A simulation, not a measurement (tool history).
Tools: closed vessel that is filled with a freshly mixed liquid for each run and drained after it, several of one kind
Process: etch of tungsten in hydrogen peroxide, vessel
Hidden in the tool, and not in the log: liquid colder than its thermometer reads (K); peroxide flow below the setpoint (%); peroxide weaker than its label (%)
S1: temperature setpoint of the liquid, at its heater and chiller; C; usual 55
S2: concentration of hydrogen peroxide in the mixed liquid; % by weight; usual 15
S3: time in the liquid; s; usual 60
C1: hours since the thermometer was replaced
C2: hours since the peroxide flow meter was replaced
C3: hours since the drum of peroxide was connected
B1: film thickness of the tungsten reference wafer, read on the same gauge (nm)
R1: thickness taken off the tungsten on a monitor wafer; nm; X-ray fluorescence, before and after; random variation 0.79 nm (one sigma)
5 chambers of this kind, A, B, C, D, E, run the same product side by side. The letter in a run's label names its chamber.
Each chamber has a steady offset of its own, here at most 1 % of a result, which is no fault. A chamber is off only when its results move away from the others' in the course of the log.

{"run": "1B", "hour": 4.2, "S1": 55, "S2": 15, "S3": 60, "C1": 238.3, "C2": 399.5, "C3": 192.2, "B1": 119.98, "R1": 103.96}
{"run": "2D", "hour": 6.6, "S1": 55, "S2": 15, "S3": 60, "C1": 914, "C2": 98.3, "C3": 1094.8, "B1": 120.02, "R1": 104.73}
{"run": "3E", "hour": 10.8, "S1": 55, "S2": 15, "S3": 60, "C1": 606.8, "C2": 697.7, "C3": 423.8, "B1": 120.02, "R1": 105.73}
{"run": "4A", "hour": 12.9, "S1": 55, "S2": 15, "S3": 60, "C1": 790.2, "C2": 270.1, "C3": 942.6, "B1": 120.01, "R1": 104.52}
{"run": "5C", "hour": 16.4, "S1": 55, "S2": 15, "S3": 60, "C1": 1824.6, "C2": 1157.4, "C3": 732.8, "B1": 120, "R1": 106.12}
{"run": "6A", "hour": 18.7, "S1": 55, "S2": 15, "S3": 60, "C1": 796, "C2": 275.9, "C3": 948.4, "B1": 119.99, "R1": 105.28}
{"hour": 21.1, "done": "chamber D: new drum of peroxide connected"}
{"run": "7B", "hour": 22.3, "S1": 55, "S2": 15, "S3": 60, "C1": 256.4, "C2": 417.6, "C3": 210.3, "B1": 119.98, "R1": 104.73}
{"run": "8E", "hour": 24.4, "S1": 55, "S2": 15, "S3": 60, "C1": 620.4, "C2": 711.3, "C3": 437.4, "B1": 120.01, "R1": 104.91}
{"run": "9D", "hour": 26.6, "S1": 55, "S2": 15, "S3": 60, "C1": 934, "C2": 118.3, "C3": 5.6, "B1": 120, "R1": 105.08}
{"run": "10C", "hour": 29.7, "S1": 55, "S2": 15, "S3": 60, "C1": 1837.9, "C2": 1170.7, "C3": 746.1, "B1": 119.97, "R1": 105.37}
{"run": "11B", "hour": 33.6, "S1": 55, "S2": 15, "S3": 60, "C1": 267.7, "C2": 428.9, "C3": 221.6, "B1": 120.01, "R1": 103.12}
{"run": "12E", "hour": 35.9, "S1": 55, "S2": 15, "S3": 60, "C1": 631.9, "C2": 722.8, "C3": 448.9, "B1": 119.99, "R1": 104.54}
{"run": "13C", "hour": 38.0, "S1": 55, "S2": 15, "S3": 60, "C1": 1846.2, "C2": 1179, "C3": 754.4, "B1": 119.99, "R1": 105.22}
{"run": "14D", "hour": 42.2, "S1": 55, "S2": 15, "S3": 60, "C1": 949.6, "C2": 133.9, "C3": 21.2, "B1": 120.03, "R1": 105.39}
{"run": "15A", "hour": 44.7, "S1": 55, "S2": 15, "S3": 60, "C1": 822, "C2": 301.9, "C3": 974.4, "B1": 120, "R1": 107.01}
{"run": "16A", "hour": 46.9, "S1": 55, "S2": 15, "S3": 60, "C1": 824.2, "C2": 304.1, "C3": 976.6, "B1": 119.99, "R1": 105.48}
{"run": "17B", "hour": 50.2, "S1": 55, "S2": 15, "S3": 60, "C1": 284.3, "C2": 445.5, "C3": 238.2, "B1": 120, "R1": 102.47}
{"run": "18C", "hour": 52.6, "S1": 51.5, "S2": 17, "S3": 60, "C1": 1860.8, "C2": 1193.6, "C3": 769, "B1": 120, "R1": 90.856}
{"run": "19D", "hour": 56.1, "S1": 51.5, "S2": 17, "S3": 60, "C1": 963.5, "C2": 147.8, "C3": 35.1, "B1": 120, "R1": 91.105}
{"run": "20E", "hour": 59.1, "S1": 51.5, "S2": 17, "S3": 60, "C1": 655.1, "C2": 746, "C3": 472.1, "B1": 120.02, "R1": 91.453}
{"run": "21D", "hour": 63.3, "S1": 51.5, "S2": 17, "S3": 60, "C1": 970.7, "C2": 155, "C3": 42.3, "B1": 120.01, "R1": 91.572}
{"run": "22E", "hour": 67.4, "S1": 51.5, "S2": 17, "S3": 60, "C1": 663.4, "C2": 754.3, "C3": 480.4, "B1": 119.98, "R1": 91.479}
{"run": "23A", "hour": 70.6, "S1": 55, "S2": 15, "S3": 60, "C1": 847.9, "C2": 327.8, "C3": 1000.3, "B1": 120.03, "R1": 105.6}
{"run": "24C", "hour": 74.7, "S1": 55, "S2": 15, "S3": 60, "C1": 1882.9, "C2": 1215.7, "C3": 791.1, "B1": 119.98, "R1": 105.93}
{"run": "25B", "hour": 79.0, "S1": 55, "S2": 15, "S3": 60, "C1": 313.1, "C2": 474.3, "C3": 267, "B1": 120.02, "R1": 99.624}
{"run": "26C", "hour": 82.7, "S1": 55, "S2": 15, "S3": 60, "C1": 1890.9, "C2": 1223.7, "C3": 799.1, "B1": 119.98, "R1": 104.04}
{"run": "27D", "hour": 84.7, "S1": 55, "S2": 15, "S3": 60, "C1": 992.1, "C2": 176.4, "C3": 63.7, "B1": 119.99, "R1": 103.96}
{"run": "28A", "hour": 86.6, "S1": 55, "S2": 15, "S3": 60, "C1": 863.9, "C2": 343.8, "C3": 1016.3, "B1": 119.97, "R1": 104.25}
{"run": "29E", "hour": 89.7, "S1": 55, "S2": 15, "S3": 60, "C1": 685.7, "C2": 776.6, "C3": 502.7, "B1": 120, "R1": 104.93}
{"run": "30B", "hour": 92.6, "S1": 55, "S2": 15, "S3": 60, "C1": 326.7, "C2": 487.9, "C3": 280.6, "B1": 119.99, "R1": 97.535}

What goes on in this fleet: one chamber off, a drifting gauge, or nothing beyond the chambers' own small offsets? Name the chamber and the cause, if any.

Chamber B drifts away from the others.
Cause: peroxide flow below the setpoint (%) = 12.4.
The log may not tell that from: liquid colder than its thermometer reads (K).

Here are 4 candidates for chamber B's next run, each the usual settings with a change, their results left as question marks. Which one brings its results back in line with what the others give on the usual settings?
In line means no further than this from the other chambers' mean on the usual settings: R1 2.8 nm
{"run": "31B-1", "hour": 95.6, "S1": 55, "S2": 15, "S3": 65, "R1": "?"}
{"run": "31B-2", "hour": 95.6, "S1": 55, "S2": 13, "S3": 60, "R1": "?"}
{"run": "31B-3", "hour": 95.6, "S1": 55.5, "S2": 15, "S3": 60, "R1": "?"}
{"run": "31B-4", "hour": 95.6, "S1": 54.5, "S2": 15, "S3": 60, "R1": "?"}

The other chambers' mean on the usual settings: R1 105.32 nm
run=31B-1 R1=106.23
run=31B-2 R1=91.39
run=31B-3 R1=101.06
run=31B-4 R1=95.131
31B-1 brings the chamber back in line.

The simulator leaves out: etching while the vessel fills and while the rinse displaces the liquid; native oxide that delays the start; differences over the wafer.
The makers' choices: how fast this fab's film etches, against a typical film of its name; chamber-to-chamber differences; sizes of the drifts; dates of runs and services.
